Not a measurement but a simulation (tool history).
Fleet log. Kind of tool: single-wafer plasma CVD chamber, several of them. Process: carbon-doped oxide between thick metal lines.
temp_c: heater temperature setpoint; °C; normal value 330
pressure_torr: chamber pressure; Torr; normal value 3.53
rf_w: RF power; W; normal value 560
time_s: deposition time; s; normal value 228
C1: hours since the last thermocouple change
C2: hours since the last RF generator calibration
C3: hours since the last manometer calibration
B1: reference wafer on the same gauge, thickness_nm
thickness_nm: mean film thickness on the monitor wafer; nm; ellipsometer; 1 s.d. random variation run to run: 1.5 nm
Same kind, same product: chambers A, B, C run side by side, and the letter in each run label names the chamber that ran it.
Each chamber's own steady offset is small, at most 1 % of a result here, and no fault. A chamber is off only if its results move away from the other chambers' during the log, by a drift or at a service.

At hour 8.7: chamber A: capacitance manometer re-zeroed and calibrated.
Run 1C, hour 13.3: usual settings; C1 2474.2; C2 543.9; C3 590.3; B1 1030.2. Result: thickness_nm 1235.5 nm.
Run 2A, hour 22.5: usual settings; C1 980.8; C2 114.1; C3 13.8; B1 1030.5. Result: thickness_nm 1228.5 nm.
Run 3B, hour 31.2: usual settings; C1 548.6; C2 992.1; C3 878.2; B1 1030.7. Result: thickness_nm 1227.9 nm.
Run 4A, hour 42.9: usual settings; C1 1001.2; C2 134.5; C3 34.2; B1 1030.8. Result: thickness_nm 1224.3 nm.
At hour 53: chamber A: thermocouple changed; heater temperature recalibrated.
Run 5C, hour 57.1: usual settings but time_s 270 s; C1 2518; C2 587.7; C3 634.1; B1 1030.7. Result: thickness_nm 1463.5 nm.
Run 6B, hour 64.3: usual settings but time_s 270 s; C1 581.7; C2 1025.2; C3 911.3; B1 1031. Result: thickness_nm 1458.3 nm.
Run 7C, hour 78.9: usual settings but time_s 270 s; C1 2539.8; C2 609.5; C3 655.9; B1 1031.1. Result: thickness_nm 1464.7 nm.
Run 8A, hour 91.4: usual settings; C1 38.5; C2 183; C3 82.7; B1 1031.5. Result: thickness_nm 1227.9 nm.
Run 9B, hour 101.5: usual settings; C1 618.9; C2 1062.4; C3 948.5; B1 1031.4. Result: thickness_nm 1232.1 nm.
Run 10A, hour 113.1: usual settings but pressure_torr 4.25 Torr, time_s 201 s; C1 60.2; C2 204.7; C3 104.4; B1 1031.7. Result: thickness_nm 1110.9 nm.
Run 11B, hour 128.3: usual settings but pressure_torr 4.25 Torr, time_s 201 s; C1 645.7; C2 1089.2; C3 975.3; B1 1031.8. Result: thickness_nm 1117 nm.
Run 12C, hour 142.5: usual settings but pressure_torr 4.25 Torr, time_s 201 s; C1 2603.4; C2 673.1; C3 719.5; B1 1031.9. Result: thickness_nm 1120.4 nm.
Run 13B, hour 158.6: usual settings; C1 676; C2 1119.5; C3 1005.6; B1 1032.2. Result: thickness_nm 1234 nm.
Run 14C, hour 172.3: usual settings but temp_c 335 °C, pressure_torr 4.34 Torr; C1 2633.2; C2 702.9; C3 749.3; B1 1032.7. Result: thickness_nm 1254.9 nm.
Run 15A, hour 180.3: usual settings but temp_c 335 °C, pressure_torr 4.34 Torr; C1 127.4; C2 271.9; C3 171.6; B1 1032.8. Result: thickness_nm 1249.1 nm.
Run 16C, hour 191.6: usual settings but temp_c 335 °C, pressure_torr 4.34 Torr; C1 2652.5; C2 722.2; C3 768.6; B1 1032.8. Result: thickness_nm 1252.5 nm.
Run 17A, hour 205.3: usual settings; C1 152.4; C2 296.9; C3 196.6; B1 1032.9. Result: thickness_nm 1228.6 nm.
Run 18B, hour 217.7: usual settings; C1 735.1; C2 1178.6; C3 1064.7; B1 1032.9. Result: thickness_nm 1232.8 nm.
Run 19B, hour 232.5: usual settings; C1 749.9; C2 1193.4; C3 1079.5; B1 1033.4. Result: thickness_nm 1236.9 nm.
Run 20C, hour 240.9: usual settings; C1 2701.8; C2 771.5; C3 817.9; B1 1033.6. Result: thickness_nm 1236.2 nm.
Run 21A, hour 255.4: usual settings but pressure_torr 2.86 Torr; C1 202.5; C2 347; C3 246.7; B1 1033.9. Result: thickness_nm 1203.6 nm.
Run 22A, hour 267.9: usual settings but pressure_torr 2.86 Torr; C1 215; C2 359.5; C3 259.2; B1 1033.7. Result: thickness_nm 1205 nm.
Run 23B, hour 280.4: usual settings but pressure_torr 2.86 Torr; C1 797.8; C2 1241.3; C3 1127.4; B1 1034.4. Result: thickness_nm 1208.9 nm.
Run 24C, hour 288.6: usual settings; C1 2749.5; C2 819.2; C3 865.6; B1 1034.1. Result: thickness_nm 1241.4 nm.
Run 25B, hour 297.7: usual settings but pressure_torr 3.84 Torr; C1 815.1; C2 1258.6; C3 1144.7; B1 1034.8. Result: thickness_nm 1248.3 nm.
Run 26C, hour 310: usual settings but pressure_torr 3.84 Torr; C1 2770.9; C2 840.6; C3 887; B1 1034.5. Result: thickness_nm 1253.2 nm.
Run 27A, hour 318.4: usual settings but pressure_torr 3.84 Torr; C1 265.5; C2 410; C3 309.7; B1 1034.7. Result: thickness_nm 1246.8 nm.
Run 28A, hour 326.9: usual settings but temp_c 325 °C, time_s 247 s; C1 274; C2 418.5; C3 318.2; B1 1034.6. Result: thickness_nm 1359.4 nm.
Run 29B, hour 339: usual settings but temp_c 325 °C, time_s 247 s; C1 856.4; C2 1299.9; C3 1186; B1 1035.1. Result: thickness_nm 1363.8 nm.

For the next run the whole fleet of 3 chambers uses the same settings. Give each chamber's results:
Run 30A, hour 351: usual settings. Result: thickness_nm ?.
Run 30B, hour 351: usual settings. Result: thickness_nm ?.
Run 30C, hour 351: usual settings. Result: thickness_nm ?.

run  thickness_nm
30A        1233.5
30B        1235.4
30C        1242.3
